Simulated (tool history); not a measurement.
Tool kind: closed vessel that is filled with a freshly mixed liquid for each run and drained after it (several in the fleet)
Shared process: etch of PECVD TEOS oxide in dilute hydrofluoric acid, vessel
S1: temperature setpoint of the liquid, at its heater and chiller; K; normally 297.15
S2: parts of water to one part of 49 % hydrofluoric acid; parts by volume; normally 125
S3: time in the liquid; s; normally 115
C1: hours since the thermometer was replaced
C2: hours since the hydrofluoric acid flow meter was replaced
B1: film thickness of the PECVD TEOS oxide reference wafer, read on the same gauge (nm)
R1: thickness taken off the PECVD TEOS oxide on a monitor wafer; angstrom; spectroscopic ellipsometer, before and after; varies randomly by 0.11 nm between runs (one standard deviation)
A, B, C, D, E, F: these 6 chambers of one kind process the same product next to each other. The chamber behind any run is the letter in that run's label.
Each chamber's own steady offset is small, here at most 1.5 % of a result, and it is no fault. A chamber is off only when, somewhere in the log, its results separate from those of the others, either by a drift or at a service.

{"run": "1A", "hour": 6.9, "S1": 297.15, "S2": 125, "S3": 115, "C1": 791.7, "C2": 676.8, "B1": 139.98, "R1": 156.94}
{"run": "2F", "hour": 13.6, "S1": 297.15, "S2": 125, "S3": 115, "C1": 780.8, "C2": 2176.1, "B1": 140.01, "R1": 157.95}
{"run": "3B", "hour": 16.9, "S1": 297.15, "S2": 125, "S3": 115, "C1": 1595.6, "C2": 465.0, "B1": 140.02, "R1": 154.88}
{"run": "4C", "hour": 23.9, "S1": 297.15, "S2": 125, "S3": 115, "C1": 46.8, "C2": 1003.3, "B1": 139.98, "R1": 157.1}
{"run": "5E", "hour": 29.5, "S1": 297.15, "S2": 125, "S3": 115, "C1": 2231.2, "C2": 1232.6, "B1": 139.98, "R1": 157.28}
{"run": "6D", "hour": 32.8, "S1": 292.15, "S2": 95, "S3": 115, "C1": 493.6, "C2": 933.7, "B1": 139.98, "R1": 174.29}
{"run": "7D", "hour": 37.9, "S1": 292.15, "S2": 95, "S3": 115, "C1": 498.7, "C2": 938.8, "B1": 139.98, "R1": 171.44}
{"run": "8E", "hour": 41.7, "S1": 292.15, "S2": 95, "S3": 115, "C1": 2243.4, "C2": 1244.8, "B1": 140.0, "R1": 176.4}
{"run": "9F", "hour": 46.2, "S1": 292.15, "S2": 95, "S3": 115, "C1": 813.4, "C2": 2208.7, "B1": 140.01, "R1": 174.21}
{"run": "10C", "hour": 49.4, "S1": 292.15, "S2": 95, "S3": 115, "C1": 72.3, "C2": 1028.8, "B1": 140.03, "R1": 174.2}
{"run": "11A", "hour": 53.7, "S1": 292.15, "S2": 95, "S3": 115, "C1": 838.5, "C2": 723.6, "B1": 140.01, "R1": 173.65}
{"run": "12B", "hour": 59.5, "S1": 297.15, "S2": 125, "S3": 115, "C1": 1638.2, "C2": 507.6, "B1": 139.96, "R1": 154.81}
{"run": "13C", "hour": 63.5, "S1": 299.15, "S2": 125, "S3": 150, "C1": 86.4, "C2": 1042.9, "B1": 140.03, "R1": 222.79}
{"run": "14B", "hour": 67.5, "S1": 299.15, "S2": 125, "S3": 150, "C1": 1646.2, "C2": 515.6, "B1": 139.98, "R1": 219.79}
{"run": "15D", "hour": 71.4, "S1": 299.15, "S2": 125, "S3": 150, "C1": 532.2, "C2": 972.3, "B1": 140.0, "R1": 219.98}
{"run": "16E", "hour": 76.5, "S1": 299.15, "S2": 125, "S3": 150, "C1": 2278.2, "C2": 1279.6, "B1": 139.97, "R1": 217.87}
{"run": "17F", "hour": 82.0, "S1": 299.15, "S2": 125, "S3": 150, "C1": 849.2, "C2": 2244.5, "B1": 140.0, "R1": 225.31}
{"run": "18A", "hour": 87.2, "S1": 299.15, "S2": 125, "S3": 150, "C1": 872.0, "C2": 757.1, "B1": 139.99, "R1": 226.75}
{"hour": 91.8, "done": "chamber D: hydrofluoric acid flow meter replaced"}
{"run": "19E", "hour": 92.4, "S1": 297.15, "S2": 125, "S3": 115, "C1": 2294.1, "C2": 1295.5, "B1": 139.99, "R1": 156.57}
{"run": "20C", "hour": 99.0, "S1": 297.15, "S2": 125, "S3": 115, "C1": 121.9, "C2": 1078.4, "B1": 139.99, "R1": 159.21}
{"run": "21B", "hour": 104.1, "S1": 297.15, "S2": 125, "S3": 115, "C1": 1682.8, "C2": 552.2, "B1": 140.0, "R1": 155.04}
{"run": "22A", "hour": 109.4, "S1": 297.15, "S2": 125, "S3": 115, "C1": 894.2, "C2": 779.3, "B1": 139.95, "R1": 163.84}
{"run": "23F", "hour": 114.0, "S1": 297.15, "S2": 125, "S3": 115, "C1": 881.2, "C2": 2276.5, "B1": 139.95, "R1": 158.24}
{"run": "24D", "hour": 120.6, "S1": 297.15, "S2": 125, "S3": 115, "C1": 581.4, "C2": 28.9, "B1": 140.02, "R1": 155.32}
{"run": "25C", "hour": 126.2, "S1": 297.15, "S2": 125, "S3": 115, "C1": 149.1, "C2": 1105.6, "B1": 139.99, "R1": 157.49}
{"run": "26B", "hour": 130.2, "S1": 297.15, "S2": 125, "S3": 115, "C1": 1708.9, "C2": 578.3, "B1": 140.0, "R1": 154.94}
{"run": "27F", "hour": 134.9, "S1": 297.15, "S2": 125, "S3": 115, "C1": 902.1, "C2": 2297.4, "B1": 140.01, "R1": 159.06}
{"run": "28A", "hour": 140.2, "S1": 297.15, "S2": 125, "S3": 115, "C1": 925.0, "C2": 810.1, "B1": 140.02, "R1": 163.62}
{"run": "29E", "hour": 144.4, "S1": 297.15, "S2": 125, "S3": 115, "C1": 2346.1, "C2": 1347.5, "B1": 140.0, "R1": 154.94}
{"run": "30D", "hour": 149.6, "S1": 297.15, "S2": 125, "S3": 115, "C1": 610.4, "C2": 57.9, "B1": 139.99, "R1": 158.03}
{"run": "31D", "hour": 153.4, "S1": 297.15, "S2": 125, "S3": 115, "C1": 614.2, "C2": 61.7, "B1": 140.01, "R1": 156.55}
{"run": "32B", "hour": 157.7, "S1": 297.15, "S2": 125, "S3": 115, "C1": 1736.4, "C2": 605.8, "B1": 140.02, "R1": 153.85}
{"hour": 161.3, "done": "chamber E: thermometer replaced"}
{"run": "33C", "hour": 163.5, "S1": 299.65, "S2": 125, "S3": 80, "C1": 186.4, "C2": 1142.9, "B1": 140.0, "R1": 118.98}
{"run": "34F", "hour": 169.8, "S1": 299.65, "S2": 125, "S3": 80, "C1": 937.0, "C2": 2332.3, "B1": 140.01, "R1": 120.15}
{"run": "35E", "hour": 173.9, "S1": 299.65, "S2": 125, "S3": 80, "C1": 12.6, "C2": 1377.0, "B1": 139.99, "R1": 118.26}
{"run": "36A", "hour": 178.2, "S1": 299.65, "S2": 125, "S3": 80, "C1": 963.0, "C2": 848.1, "B1": 140.02, "R1": 128.34}
{"run": "37A", "hour": 184.0, "S1": 299.65, "S2": 125, "S3": 80, "C1": 968.8, "C2": 853.9, "B1": 139.99, "R1": 127.92}
{"run": "38E", "hour": 190.5, "S1": 299.65, "S2": 125, "S3": 80, "C1": 29.2, "C2": 1393.6, "B1": 140.03, "R1": 117.89}
{"hour": 191.1, "done": "chamber F: hydrofluoric acid flow meter replaced"}
{"run": "39F", "hour": 195.2, "S1": 297.15, "S2": 125, "S3": 115, "C1": 962.4, "C2": 4.1, "B1": 139.98, "R1": 159.81}
{"run": "40B", "hour": 199.4, "S1": 297.15, "S2": 125, "S3": 115, "C1": 1778.1, "C2": 647.5, "B1": 140.02, "R1": 155.35}
{"run": "41D", "hour": 204.1, "S1": 295.15, "S2": 75, "S3": 115, "C1": 664.9, "C2": 112.4, "B1": 140.01, "R1": 256.42}

Has any chamber moved away from the others, gradually or after a service, or does the common gauge drift, or do the chambers differ only by their own small steady offsets? State the chamber and the most likely cause if one applies.

Little by little, chamber A moves away from the other chambers.
Likeliest cause: hydrofluoric acid flow above the setpoint (%) = 6.98.
With only this log, it may be confused with: liquid hotter than its thermometer reads (K).

Below are 4 candidate recipes for chamber A's next run, each the usual settings with a change, their results shown as question marks. Which of them brings A's results back in line with what the other chambers give on the usual settings?
In line means no further than this from the other chambers' mean on the usual settings: R1 4.00 angstrom
{"run": "42A-1", "hour": 209.2, "S1": 297.15, "S2": 125, "S3": 125, "R1": "?"}
{"run": "42A-2", "hour": 209.2, "S1": 297.15, "S2": 110, "S3": 115, "R1": "?"}
{"run": "42A-3", "hour": 209.2, "S1": 295.15, "S2": 125, "S3": 115, "R1": "?"}
{"run": "42A-4", "hour": 209.2, "S1": 296.65, "S2": 140, "S3": 115, "R1": "?"}

The other chambers' mean on the usual settings: R1 156.68 angstrom
run=42A-1 R1=183.88
run=42A-2 R1=195.84
run=42A-3 R1=156.13
run=42A-4 R1=145.45
Change 42A-3 lands the chamber within the allowed miss of the other chambers.
